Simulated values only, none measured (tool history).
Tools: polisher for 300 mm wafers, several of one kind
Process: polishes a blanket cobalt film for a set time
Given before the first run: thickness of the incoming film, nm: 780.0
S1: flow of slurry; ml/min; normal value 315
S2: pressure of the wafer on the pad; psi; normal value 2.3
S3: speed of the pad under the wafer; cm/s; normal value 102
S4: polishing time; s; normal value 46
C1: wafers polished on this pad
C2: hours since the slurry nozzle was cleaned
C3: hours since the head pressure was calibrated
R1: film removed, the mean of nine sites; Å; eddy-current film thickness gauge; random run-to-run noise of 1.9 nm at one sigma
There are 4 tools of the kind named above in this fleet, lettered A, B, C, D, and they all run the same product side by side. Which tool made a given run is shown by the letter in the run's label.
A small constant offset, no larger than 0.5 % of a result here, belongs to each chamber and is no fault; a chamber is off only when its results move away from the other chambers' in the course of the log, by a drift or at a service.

run	hour	S1	S2	S3	S4	C1	C2	C3	R1
1A	8.3	315	2.3	102	46	988	52.7	487.2	2444.4
# hour 9.9: chamber D: worn pad replaced by a new one
2B	15.4	315	2.3	102	46	294	95.1	923.9	2474.9
3C	21.6	315	2.3	102	46	801	309.7	508.9	2422.1
# hour 23.8: chamber A: worn pad replaced by a new one
4D	27.9	315	2.3	102	46	224	319.1	984.4	2431.4
# hour 29.4: chamber C: worn pad replaced by a new one
5D	33.8	315	2.3	68	46	298	325	990.3	1620.8
6A	41.8	315	2.3	68	46	225	86.2	520.7	1641.2
7B	47.9	315	2.3	68	46	698	127.6	956.4	1661.2
8C	52.5	315	2.3	68	46	288	340.6	539.8	1623.7
9A	57.1	415	2.3	102	46	415	101.5	536	2479.7
10D	62.8	415	2.3	102	46	659	354	1019.3	2482.1
11C	69.8	415	2.3	102	46	503	357.9	557.1	2506.1
12B	78.4	415	2.3	102	46	1078	158.1	986.9	2480.6
13C	83.6	315	2.3	102	46	675	371.7	570.9	2433
# hour 87.8: chamber D: worn pad replaced by a new one
# hour 89.5: chamber B: worn pad replaced by a new one
14B	92.8	315	2.3	102	46	41	172.5	1001.3	2460.2
# hour 97.9: chamber C: worn pad replaced by a new one
15A	99.3	315	2.3	102	46	940	143.7	578.2	2399.3
16D	106.1	315	2.3	102	46	228	397.3	1062.6	2452.9
17B	113.2	315	2.3	102	46	295	192.9	1021.7	2469.8
# hour 118.4: chamber A: worn pad replaced by a new one
18A	122.2	315	2.3	102	46	47	166.6	601.1	2399.5
19C	130.3	315	2.3	102	46	404	418.4	617.6	2457.4
20D	138.2	315	2.3	102	46	627	429.4	1094.7	2403.1
21C	146.2	315	2.3	102	46	602	434.3	633.5	2459.3
22D	153.9	315	2.3	102	46	823	445.1	1110.4	2373
# hour 158.6: chamber C: worn pad replaced by a new one
23A	159.9	315	2.3	102	46	517	204.3	638.8	2328.5
# hour 162.2: chamber D: worn pad replaced by a new one
24B	165	315	2.3	102	46	940	244.7	1073.5	2426.3
25B	169.5	315	2.3	102	46	996	249.2	1078	2444.9
26A	176.8	315	2.3	102	46	727	221.2	655.7	2320
27C	184	315	2.3	102	46	316	472.1	671.3	2447.4
28D	192.6	315	2.3	102	46	378	483.8	1149.1	2450.2
# hour 193.8: chamber B: worn pad replaced by a new one
29A	199	380	2.3	102	46	1004	243.4	677.9	2358.6
30D	203.8	380	2.3	102	46	518	495	1160.3	2457.8
# hour 204.6: chamber C: slurry nozzle cleaned
31B	210.3	380	2.3	102	46	205	290	1118.8	2492.9
# hour 216.4: chamber D: slurry nozzle cleaned
32C	216.9	380	2.3	102	46	726	12.3	704.2	2472.1
33A	223.9	315	2.3	102	46	1314	268.3	702.8	2252.3
# hour 228.6: chamber D: worn pad replaced by a new one
34D	229	315	2.3	102	46	5	12.7	1185.5	2492.1
35B	236.4	315	2.3	102	46	530	316.1	1144.9	2462.1

The same settings go to every chamber for the next run, one line per chamber below. Forecast the results for each:
36A	243.1	315	2.3	102	46				?
36B	243.1	315	2.3	102	46				?
36C	243.1	315	2.3	102	46				?
36D	243.1	315	2.3	102	46				?

run	R1
36A	2244.1
36B	2445.8
36C	2470.4
36D	2399.2

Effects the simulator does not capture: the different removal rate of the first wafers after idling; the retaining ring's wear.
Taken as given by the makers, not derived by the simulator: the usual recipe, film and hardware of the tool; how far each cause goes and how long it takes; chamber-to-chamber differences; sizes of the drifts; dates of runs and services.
